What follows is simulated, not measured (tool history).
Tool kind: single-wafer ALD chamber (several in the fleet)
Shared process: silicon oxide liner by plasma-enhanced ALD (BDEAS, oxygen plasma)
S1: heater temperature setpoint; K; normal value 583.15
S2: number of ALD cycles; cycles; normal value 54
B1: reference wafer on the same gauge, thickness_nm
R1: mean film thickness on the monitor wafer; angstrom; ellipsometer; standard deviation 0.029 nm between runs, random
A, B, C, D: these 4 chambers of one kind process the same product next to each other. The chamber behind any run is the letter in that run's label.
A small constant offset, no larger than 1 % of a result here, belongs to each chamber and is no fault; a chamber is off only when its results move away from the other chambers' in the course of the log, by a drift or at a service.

Run 1A, hour 10.1: usual settings; B1 4.4133. Result: R1 48.905 angstrom.
Run 2D, hour 22.5: usual settings; B1 4.4192. Result: R1 49.195 angstrom.
Run 3B, hour 32.3: usual settings; B1 4.4254. Result: R1 49.142 angstrom.
Run 4C, hour 46.6: usual settings; B1 4.4221. Result: R1 49.940 angstrom.
Run 5B, hour 59.3: usual settings but S1 596.15 K, S2 64 cycles; B1 4.4260. Result: R1 57.361 angstrom.
Run 6C, hour 70.8: usual settings but S1 596.15 K, S2 64 cycles; B1 4.4232. Result: R1 57.562 angstrom.
Run 7D, hour 85.8: usual settings but S1 596.15 K, S2 64 cycles; B1 4.4183. Result: R1 56.791 angstrom.
Run 8A, hour 101.8: usual settings but S1 596.15 K, S2 64 cycles; B1 4.4129. Result: R1 57.378 angstrom.
Run 9B, hour 110.1: usual settings; B1 4.4299. Result: R1 49.086 angstrom.
Run 10C, hour 125.0: usual settings; B1 4.4209. Result: R1 49.452 angstrom.
Run 11D, hour 139.5: usual settings; B1 4.4199. Result: R1 49.313 angstrom.
Run 12A, hour 149.2: usual settings; B1 4.4129. Result: R1 49.501 angstrom.
Run 13C, hour 158.4: usual settings; B1 4.4140. Result: R1 49.695 angstrom.
Run 14D, hour 167.1: usual settings but S2 59 cycles; B1 4.4162. Result: R1 53.775 angstrom.
Run 15A, hour 183.2: usual settings but S2 59 cycles; B1 4.4228. Result: R1 53.572 angstrom.
Run 16B, hour 193.9: usual settings but S2 59 cycles; B1 4.4193. Result: R1 53.636 angstrom.
Run 17B, hour 203.1: usual settings but S2 59 cycles; B1 4.4188. Result: R1 54.085 angstrom.
At hour 209.2: chamber D: thermocouple changed; heater temperature recalibrated.
Run 18A, hour 211.2: usual settings; B1 4.4216. Result: R1 49.111 angstrom.
Run 19C, hour 220.9: usual settings; B1 4.4223. Result: R1 49.483 angstrom.
Run 20D, hour 236.0: usual settings; B1 4.4211. Result: R1 49.515 angstrom.
Run 21C, hour 250.0: usual settings; B1 4.4229. Result: R1 49.262 angstrom.
Run 22A, hour 259.6: usual settings; B1 4.4204. Result: R1 49.678 angstrom.
Run 23D, hour 272.4: usual settings but S1 574.15 K, S2 46 cycles; B1 4.4280. Result: R1 42.684 angstrom.
Run 24B, hour 285.9: usual settings but S1 574.15 K, S2 46 cycles; B1 4.4188. Result: R1 42.352 angstrom.

Is one chamber out of step, is the gauge drifting, or do the chambers differ by no more than their own small offsets? For an off chamber, give its letter and the likeliest cause.

No chamber stands off beyond its own small offset, and the gauge holds steady.

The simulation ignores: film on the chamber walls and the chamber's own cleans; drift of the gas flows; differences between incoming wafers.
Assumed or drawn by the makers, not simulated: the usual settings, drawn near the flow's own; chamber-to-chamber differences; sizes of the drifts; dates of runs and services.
